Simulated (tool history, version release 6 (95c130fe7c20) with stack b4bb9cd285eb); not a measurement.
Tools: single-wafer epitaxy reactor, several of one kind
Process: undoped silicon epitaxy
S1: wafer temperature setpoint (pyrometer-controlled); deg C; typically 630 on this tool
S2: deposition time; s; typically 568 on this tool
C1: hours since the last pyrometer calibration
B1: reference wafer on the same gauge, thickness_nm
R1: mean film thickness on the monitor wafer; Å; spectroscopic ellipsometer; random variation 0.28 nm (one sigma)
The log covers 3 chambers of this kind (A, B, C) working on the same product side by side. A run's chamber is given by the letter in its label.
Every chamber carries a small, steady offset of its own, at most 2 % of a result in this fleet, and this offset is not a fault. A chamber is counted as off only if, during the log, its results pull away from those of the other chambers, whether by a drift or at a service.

{"run": "1C", "hour": 3.4, "S1": 630, "S2": 568, "C1": 2355.8, "B1": 70.532, "R1": 612.16}
{"run": "2B", "hour": 7.2, "S1": 630, "S2": 568, "C1": 1547.5, "B1": 70.658, "R1": 609.22}
{"run": "3A", "hour": 10.5, "S1": 630, "S2": 568, "C1": 326.3, "B1": 70.534, "R1": 603.71}
{"run": "4B", "hour": 15.3, "S1": 630, "S2": 568, "C1": 1555.6, "B1": 70.723, "R1": 603.83}
{"run": "5A", "hour": 18.1, "S1": 630, "S2": 568, "C1": 333.9, "B1": 70.532, "R1": 605.65}
{"run": "6C", "hour": 22.6, "S1": 630, "S2": 568, "C1": 2375, "B1": 70.564, "R1": 616.99}
{"run": "7C", "hour": 26.2, "S1": 638, "S2": 522, "C1": 2378.6, "B1": 70.529, "R1": 671.84}
{"run": "8B", "hour": 32.0, "S1": 638, "S2": 522, "C1": 1572.3, "B1": 70.577, "R1": 662.34}
{"run": "9A", "hour": 35.1, "S1": 638, "S2": 522, "C1": 350.9, "B1": 70.575, "R1": 663.22}
{"run": "10B", "hour": 40.7, "S1": 630, "S2": 568, "C1": 1581, "B1": 70.598, "R1": 603.88}
{"run": "11C", "hour": 45.7, "S1": 630, "S2": 568, "C1": 2398.1, "B1": 70.666, "R1": 613.73}
{"run": "12A", "hour": 49.2, "S1": 630, "S2": 568, "C1": 365, "B1": 70.644, "R1": 599.15}
{"run": "13B", "hour": 53.9, "S1": 630, "S2": 568, "C1": 1594.2, "B1": 70.537, "R1": 601.2}
{"run": "14A", "hour": 59.4, "S1": 630, "S2": 568, "C1": 375.2, "B1": 70.629, "R1": 595.93}
{"run": "15C", "hour": 65.2, "S1": 630, "S2": 568, "C1": 2417.6, "B1": 70.633, "R1": 610.21}
{"run": "16C", "hour": 69.4, "S1": 630, "S2": 568, "C1": 2421.8, "B1": 70.624, "R1": 611.4}
{"run": "17B", "hour": 73.8, "S1": 630, "S2": 568, "C1": 1614.1, "B1": 70.606, "R1": 603.91}
{"run": "18A", "hour": 76.7, "S1": 630, "S2": 568, "C1": 392.5, "B1": 70.644, "R1": 589.14}
{"run": "19C", "hour": 80.3, "S1": 630, "S2": 568, "C1": 2432.7, "B1": 70.633, "R1": 617.56}
{"run": "20A", "hour": 82.8, "S1": 630, "S2": 568, "C1": 398.6, "B1": 70.532, "R1": 583.87}
{"run": "21B", "hour": 88.1, "S1": 630, "S2": 568, "C1": 1628.4, "B1": 70.613, "R1": 603.4}
{"run": "22C", "hour": 91.1, "S1": 630, "S2": 568, "C1": 2443.5, "B1": 70.638, "R1": 611.99}
{"run": "23B", "hour": 96.4, "S1": 630, "S2": 568, "C1": 1636.7, "B1": 70.644, "R1": 602.58}

For the next run the whole fleet of 3 chambers uses the same settings. Give each chamber's results:
{"run": "24A", "hour": 100.6, "S1": 617, "S2": 568, "R1": "?"}
{"run": "24B", "hour": 100.6, "S1": 617, "S2": 568, "R1": "?"}
{"run": "24C", "hour": 100.6, "S1": 617, "S2": 568, "R1": "?"}

run=24A R1=423.33
run=24B R1=446.51
run=24C R1=450.4
